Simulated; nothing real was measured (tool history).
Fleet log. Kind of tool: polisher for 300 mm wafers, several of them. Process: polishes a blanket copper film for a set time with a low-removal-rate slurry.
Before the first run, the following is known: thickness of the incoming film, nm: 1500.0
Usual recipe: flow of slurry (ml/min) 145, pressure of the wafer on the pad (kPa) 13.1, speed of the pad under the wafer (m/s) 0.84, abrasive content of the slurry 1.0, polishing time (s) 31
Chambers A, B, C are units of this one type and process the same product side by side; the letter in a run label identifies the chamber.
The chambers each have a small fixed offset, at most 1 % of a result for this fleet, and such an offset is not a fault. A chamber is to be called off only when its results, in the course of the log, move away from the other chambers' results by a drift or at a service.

run	hour	flow of slurry (ml/min)	pressure of the wafer on the pad (kPa)	speed of the pad under the wafer (m/s)	abrasive content of the slurry	polishing time (s)	film removed (nm)
1B	10.1	145	13.1	0.84	1.0	31	51.596
# hour 11.5: chamber A: worn pad replaced by a new one
# hour 11.5: chamber A: slurry nozzle cleaned
# hour 13.0: chamber C: worn pad replaced by a new one
2A	21.2	145	13.1	0.84	1.0	31	52.038
3C	30.0	145	13.1	0.84	1.0	31	52.139
4B	38.9	145	13.1	0.84	1.0	31	52.511
5A	47.8	145	13.1	0.84	1.0	31	52.887
6C	56.9	145	13.1	0.84	1.0	31	52.249
# hour 62.3: chamber B: worn pad replaced by a new one
7A	65.4	145	13.1	0.84	1.0	31	51.921
# hour 67.1: chamber C: head pressure recalibrated
8C	72.9	145	13.1	0.84	1.0	31	53.037
# hour 78.3: chamber B: slurry blender recalibrated
9B	81.3	145	13.1	0.84	1.0	31	52.390
10A	90.5	145	13.1	0.84	1.0	31	53.457
11B	97.6	145	13.1	0.84	1.1	31	52.754
12C	104.4	145	13.1	0.84	1.1	31	53.160
13B	111.0	145	13.1	0.84	1.1	31	53.035
14C	120.5	145	13.1	0.84	1.0	31	50.759
15A	129.7	145	13.1	0.84	1.0	31	52.345
16C	140.4	185	13.1	0.84	0.9	31	52.670
# hour 143.0: chamber A: head pressure recalibrated
# hour 147.7: chamber A: worn pad replaced by a new one
17A	151.6	185	13.1	0.84	0.9	31	54.542
18B	158.9	185	13.1	0.84	0.9	31	52.122
# hour 159.9: chamber C: worn pad replaced by a new one
# hour 162.9: chamber B: worn pad replaced by a new one
19B	167.2	145	13.1	0.84	1.0	31	52.324
20A	177.3	145	13.1	0.84	1.0	31	51.167
21C	186.5	145	13.1	0.84	1.0	31	50.357
22B	197.3	145	13.1	0.84	1.0	31	51.919
# hour 205.3: chamber B: head pressure recalibrated
23C	206.6	145	9.7	0.84	1.0	39	47.082
24A	216.3	145	9.7	0.84	1.0	39	47.827
25B	223.0	145	9.7	0.84	1.0	39	48.802
26C	230.3	145	13.1	0.84	1.0	31	49.052
27A	236.9	145	13.1	0.84	1.0	31	52.294
28B	246.0	145	13.1	0.84	1.0	31	52.042
29C	255.2	145	13.1	0.84	1.0	31	47.427
30A	264.2	145	13.1	0.84	1.0	31	51.568
31B	271.7	145	13.1	0.84	1.0	31	53.138

What goes on in this fleet: one chamber off, a drifting gauge, or nothing beyond the chambers' own small offsets? Name the chamber and the cause, if any.

It is chamber C that slowly wanders off from its peers.
Likeliest cause: abrasive missing from the slurry, % = 32.
The log might look much the same if the cause were instead: slurry flow missing at the pad, %.

Which of the 4 candidates below, each the usual settings with something changed and its results left as question marks, puts chamber C back in line with what the other chambers give on the usual settings?
In-line tolerance around the mean of the other chambers on the usual settings: film removed (nm) 2.200
32C-1	280.0	145	13.1	0.84	1.0	27	?
32C-2	280.0	145	13.8	0.86	1.0	31	?
32C-3	280.0	145	14.5	0.84	1.0	33	?
32C-4	280.0	145	13.1	0.78	1.0	31	?

On the usual settings, the other chambers give on average: film removed (nm) 51.964
run	film removed (nm)
32C-1	42.323
32C-2	52.390
32C-3	57.255
32C-4	45.174
32C-2 brings the chamber back in line.
